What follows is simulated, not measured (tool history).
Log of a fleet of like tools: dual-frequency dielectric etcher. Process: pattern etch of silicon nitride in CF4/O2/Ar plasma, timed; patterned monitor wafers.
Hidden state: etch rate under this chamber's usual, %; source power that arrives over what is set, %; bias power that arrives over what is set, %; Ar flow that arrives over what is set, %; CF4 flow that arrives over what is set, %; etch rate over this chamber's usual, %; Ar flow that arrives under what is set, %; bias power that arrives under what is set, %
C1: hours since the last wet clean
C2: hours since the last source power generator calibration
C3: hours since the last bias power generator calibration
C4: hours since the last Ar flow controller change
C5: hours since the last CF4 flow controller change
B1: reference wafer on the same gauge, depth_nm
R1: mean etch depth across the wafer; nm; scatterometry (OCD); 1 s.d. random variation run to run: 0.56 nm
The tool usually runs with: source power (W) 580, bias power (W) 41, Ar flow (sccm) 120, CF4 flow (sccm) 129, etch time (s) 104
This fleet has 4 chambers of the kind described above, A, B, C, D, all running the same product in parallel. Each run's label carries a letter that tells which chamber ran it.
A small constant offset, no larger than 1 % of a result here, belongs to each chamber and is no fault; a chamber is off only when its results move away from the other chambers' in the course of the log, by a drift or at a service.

{"run": "1A", "hour": 11.4, "source power (W)": 580, "bias power (W)": 41, "Ar flow (sccm)": 120, "CF4 flow (sccm)": 129, "etch time (s)": 104, "C1": 212.5, "C2": 927.2, "C3": 445.6, "C4": 1164.9, "C5": 4817.6, "B1": 200.99, "R1": 211.65}
{"run": "2D", "hour": 18.2, "source power (W)": 580, "bias power (W)": 41, "Ar flow (sccm)": 120, "CF4 flow (sccm)": 129, "etch time (s)": 104, "C1": 365.4, "C2": 1430.8, "C3": 3973.4, "C4": 265.6, "C5": 4655.7, "B1": 201.01, "R1": 210.31}
{"run": "3B", "hour": 28.6, "source power (W)": 580, "bias power (W)": 41, "Ar flow (sccm)": 120, "CF4 flow (sccm)": 129, "etch time (s)": 104, "C1": 301.9, "C2": 946.8, "C3": 1498.1, "C4": 922.3, "C5": 1868.5, "B1": 200.98, "R1": 213.03}
{"run": "4C", "hour": 37.7, "source power (W)": 580, "bias power (W)": 41, "Ar flow (sccm)": 120, "CF4 flow (sccm)": 129, "etch time (s)": 104, "C1": 220.8, "C2": 93, "C3": 690.3, "C4": 566.7, "C5": 1317.2, "B1": 201.06, "R1": 208.91}
{"run": "5D", "hour": 43.9, "source power (W)": 580, "bias power (W)": 41, "Ar flow (sccm)": 120, "CF4 flow (sccm)": 129, "etch time (s)": 104, "C1": 391.1, "C2": 1456.5, "C3": 3999.1, "C4": 291.3, "C5": 4681.4, "B1": 201.02, "R1": 209.98}
{"run": "6A", "hour": 50.2, "source power (W)": 580, "bias power (W)": 41, "Ar flow (sccm)": 120, "CF4 flow (sccm)": 129, "etch time (s)": 104, "C1": 251.3, "C2": 966, "C3": 484.4, "C4": 1203.7, "C5": 4856.4, "B1": 201.1, "R1": 211.59}
{"hour": 54.7, "done": "chamber D: wet clean of the chamber"}
{"run": "7B", "hour": 61.6, "source power (W)": 580, "bias power (W)": 41, "Ar flow (sccm)": 120, "CF4 flow (sccm)": 129, "etch time (s)": 104, "C1": 334.9, "C2": 979.8, "C3": 1531.1, "C4": 955.3, "C5": 1901.5, "B1": 201.1, "R1": 213.67}
{"run": "8C", "hour": 68.9, "source power (W)": 580, "bias power (W)": 41, "Ar flow (sccm)": 120, "CF4 flow (sccm)": 129, "etch time (s)": 104, "C1": 252, "C2": 124.2, "C3": 721.5, "C4": 597.9, "C5": 1348.4, "B1": 200.96, "R1": 209.5}
{"hour": 77.6, "done": "chamber B: wet clean of the chamber"}
{"run": "9A", "hour": 81.1, "source power (W)": 580, "bias power (W)": 41, "Ar flow (sccm)": 120, "CF4 flow (sccm)": 129, "etch time (s)": 104, "C1": 282.2, "C2": 996.9, "C3": 515.3, "C4": 1234.6, "C5": 4887.3, "B1": 201.02, "R1": 210.48}
{"run": "10C", "hour": 90.4, "source power (W)": 580, "bias power (W)": 41, "Ar flow (sccm)": 120, "CF4 flow (sccm)": 129, "etch time (s)": 104, "C1": 273.5, "C2": 145.7, "C3": 743, "C4": 619.4, "C5": 1369.9, "B1": 201.11, "R1": 210.57}
{"run": "11B", "hour": 102.4, "source power (W)": 670, "bias power (W)": 41, "Ar flow (sccm)": 120, "CF4 flow (sccm)": 116, "etch time (s)": 104, "C1": 24.8, "C2": 1020.6, "C3": 1571.9, "C4": 996.1, "C5": 1942.3, "B1": 201.02, "R1": 237.63}
{"run": "12D", "hour": 113.9, "source power (W)": 670, "bias power (W)": 41, "Ar flow (sccm)": 120, "CF4 flow (sccm)": 116, "etch time (s)": 104, "C1": 59.3, "C2": 1526.5, "C3": 4069.1, "C4": 361.3, "C5": 4751.4, "B1": 201.1, "R1": 235.34}
{"run": "13A", "hour": 120.6, "source power (W)": 670, "bias power (W)": 41, "Ar flow (sccm)": 120, "CF4 flow (sccm)": 116, "etch time (s)": 104, "C1": 321.7, "C2": 1036.4, "C3": 554.8, "C4": 1274.1, "C5": 4926.8, "B1": 201.12, "R1": 236.9}
{"run": "14B", "hour": 128.6, "source power (W)": 670, "bias power (W)": 41, "Ar flow (sccm)": 120, "CF4 flow (sccm)": 116, "etch time (s)": 104, "C1": 51, "C2": 1046.8, "C3": 1598.1, "C4": 1022.3, "C5": 1968.5, "B1": 201, "R1": 237.76}
{"run": "15D", "hour": 139.2, "source power (W)": 580, "bias power (W)": 41, "Ar flow (sccm)": 120, "CF4 flow (sccm)": 129, "etch time (s)": 104, "C1": 84.6, "C2": 1551.8, "C3": 4094.4, "C4": 386.6, "C5": 4776.7, "B1": 201.04, "R1": 211.44}
{"run": "16C", "hour": 153.6, "source power (W)": 580, "bias power (W)": 41, "Ar flow (sccm)": 120, "CF4 flow (sccm)": 129, "etch time (s)": 104, "C1": 336.7, "C2": 208.9, "C3": 806.2, "C4": 682.6, "C5": 1433.1, "B1": 201.03, "R1": 210.15}
{"run": "17C", "hour": 162.0, "source power (W)": 580, "bias power (W)": 41, "Ar flow (sccm)": 120, "CF4 flow (sccm)": 129, "etch time (s)": 104, "C1": 345.1, "C2": 217.3, "C3": 814.6, "C4": 691, "C5": 1441.5, "B1": 200.96, "R1": 208.74}
{"run": "18A", "hour": 170.3, "source power (W)": 580, "bias power (W)": 41, "Ar flow (sccm)": 120, "CF4 flow (sccm)": 129, "etch time (s)": 104, "C1": 371.4, "C2": 1086.1, "C3": 604.5, "C4": 1323.8, "C5": 4976.5, "B1": 200.95, "R1": 210.63}
{"run": "19B", "hour": 177.8, "source power (W)": 580, "bias power (W)": 41, "Ar flow (sccm)": 139, "CF4 flow (sccm)": 129, "etch time (s)": 128, "C1": 100.2, "C2": 1096, "C3": 1647.3, "C4": 1071.5, "C5": 2017.7, "B1": 200.87, "R1": 256.09}
{"hour": 180.2, "done": "chamber D: CF4 flow controller replaced"}
{"run": "20D", "hour": 187.0, "source power (W)": 580, "bias power (W)": 41, "Ar flow (sccm)": 139, "CF4 flow (sccm)": 129, "etch time (s)": 128, "C1": 132.4, "C2": 1599.6, "C3": 4142.2, "C4": 434.4, "C5": 6.9, "B1": 200.95, "R1": 254.62}
{"run": "21A", "hour": 197.5, "source power (W)": 580, "bias power (W)": 41, "Ar flow (sccm)": 139, "CF4 flow (sccm)": 129, "etch time (s)": 128, "C1": 398.6, "C2": 1113.3, "C3": 631.7, "C4": 1351, "C5": 5003.7, "B1": 200.99, "R1": 254.59}
{"run": "22C", "hour": 210.6, "source power (W)": 580, "bias power (W)": 41, "Ar flow (sccm)": 139, "CF4 flow (sccm)": 129, "etch time (s)": 128, "C1": 393.7, "C2": 265.9, "C3": 863.2, "C4": 739.6, "C5": 1490.1, "B1": 200.97, "R1": 252.61}
{"run": "23D", "hour": 218.2, "source power (W)": 580, "bias power (W)": 41, "Ar flow (sccm)": 120, "CF4 flow (sccm)": 105, "etch time (s)": 127.5, "C1": 163.6, "C2": 1630.8, "C3": 4173.4, "C4": 465.6, "C5": 38.1, "B1": 201.02, "R1": 251.44}
{"run": "24B", "hour": 225.6, "source power (W)": 580, "bias power (W)": 41, "Ar flow (sccm)": 120, "CF4 flow (sccm)": 105, "etch time (s)": 127.5, "C1": 148, "C2": 1143.8, "C3": 1695.1, "C4": 1119.3, "C5": 2065.5, "B1": 201.05, "R1": 254.32}
{"run": "25B", "hour": 232.1, "source power (W)": 580, "bias power (W)": 41, "Ar flow (sccm)": 120, "CF4 flow (sccm)": 105, "etch time (s)": 127.5, "C1": 154.5, "C2": 1150.3, "C3": 1701.6, "C4": 1125.8, "C5": 2072, "B1": 201.03, "R1": 254.03}
{"run": "26C", "hour": 239.3, "source power (W)": 580, "bias power (W)": 41, "Ar flow (sccm)": 120, "CF4 flow (sccm)": 105, "etch time (s)": 127.5, "C1": 422.4, "C2": 294.6, "C3": 891.9, "C4": 768.3, "C5": 1518.8, "B1": 201.1, "R1": 248.83}
{"run": "27D", "hour": 249.8, "source power (W)": 640, "bias power (W)": 41, "Ar flow (sccm)": 120, "CF4 flow (sccm)": 129, "etch time (s)": 78, "C1": 195.2, "C2": 1662.4, "C3": 4205, "C4": 497.2, "C5": 69.7, "B1": 201.04, "R1": 172.61}
{"hour": 251.4, "done": "chamber D: bias power generator calibrated"}
{"run": "28A", "hour": 263.3, "source power (W)": 640, "bias power (W)": 41, "Ar flow (sccm)": 120, "CF4 flow (sccm)": 129, "etch time (s)": 78, "C1": 464.4, "C2": 1179.1, "C3": 697.5, "C4": 1416.8, "C5": 5069.5, "B1": 201.07, "R1": 173.54}
{"run": "29A", "hour": 276.9, "source power (W)": 640, "bias power (W)": 41, "Ar flow (sccm)": 120, "CF4 flow (sccm)": 129, "etch time (s)": 78, "C1": 478, "C2": 1192.7, "C3": 711.1, "C4": 1430.4, "C5": 5083.1, "B1": 200.97, "R1": 173.09}
{"hour": 277.2, "done": "chamber D: source power generator calibrated"}
{"run": "30D", "hour": 289.6, "source power (W)": 640, "bias power (W)": 41, "Ar flow (sccm)": 120, "CF4 flow (sccm)": 129, "etch time (s)": 78, "C1": 235, "C2": 12.4, "C3": 38.3, "C4": 537, "C5": 109.5, "B1": 200.95, "R1": 173.14}
{"hour": 298.8, "done": "chamber A: wet clean of the chamber"}
{"run": "31C", "hour": 298.9, "source power (W)": 580, "bias power (W)": 41, "Ar flow (sccm)": 120, "CF4 flow (sccm)": 129, "etch time (s)": 104, "C1": 482, "C2": 354.2, "C3": 951.5, "C4": 827.9, "C5": 1578.4, "B1": 201, "R1": 209.76}
{"run": "32B", "hour": 307.2, "source power (W)": 580, "bias power (W)": 41, "Ar flow (sccm)": 120, "CF4 flow (sccm)": 129, "etch time (s)": 104, "C1": 229.6, "C2": 1225.4, "C3": 1776.7, "C4": 1200.9, "C5": 2147.1, "B1": 201.06, "R1": 212.67}
{"run": "33D", "hour": 319.7, "source power (W)": 580, "bias power (W)": 41, "Ar flow (sccm)": 120, "CF4 flow (sccm)": 129, "etch time (s)": 104, "C1": 265.1, "C2": 42.5, "C3": 68.4, "C4": 567.1, "C5": 139.6, "B1": 200.95, "R1": 211.47}
{"run": "34A", "hour": 332.1, "source power (W)": 580, "bias power (W)": 41, "Ar flow (sccm)": 120, "CF4 flow (sccm)": 140, "etch time (s)": 104, "C1": 33.3, "C2": 1247.9, "C3": 766.3, "C4": 1485.6, "C5": 5138.3, "B1": 201.12, "R1": 213.88}

Has any chamber moved away from the others, gradually or after a service, or does the common gauge drift, or do the chambers differ only by their own small steady offsets? State the chamber and the most likely cause if one applies.

All chambers stay in line apart from their small fixed offsets, and the gauge does not drift.
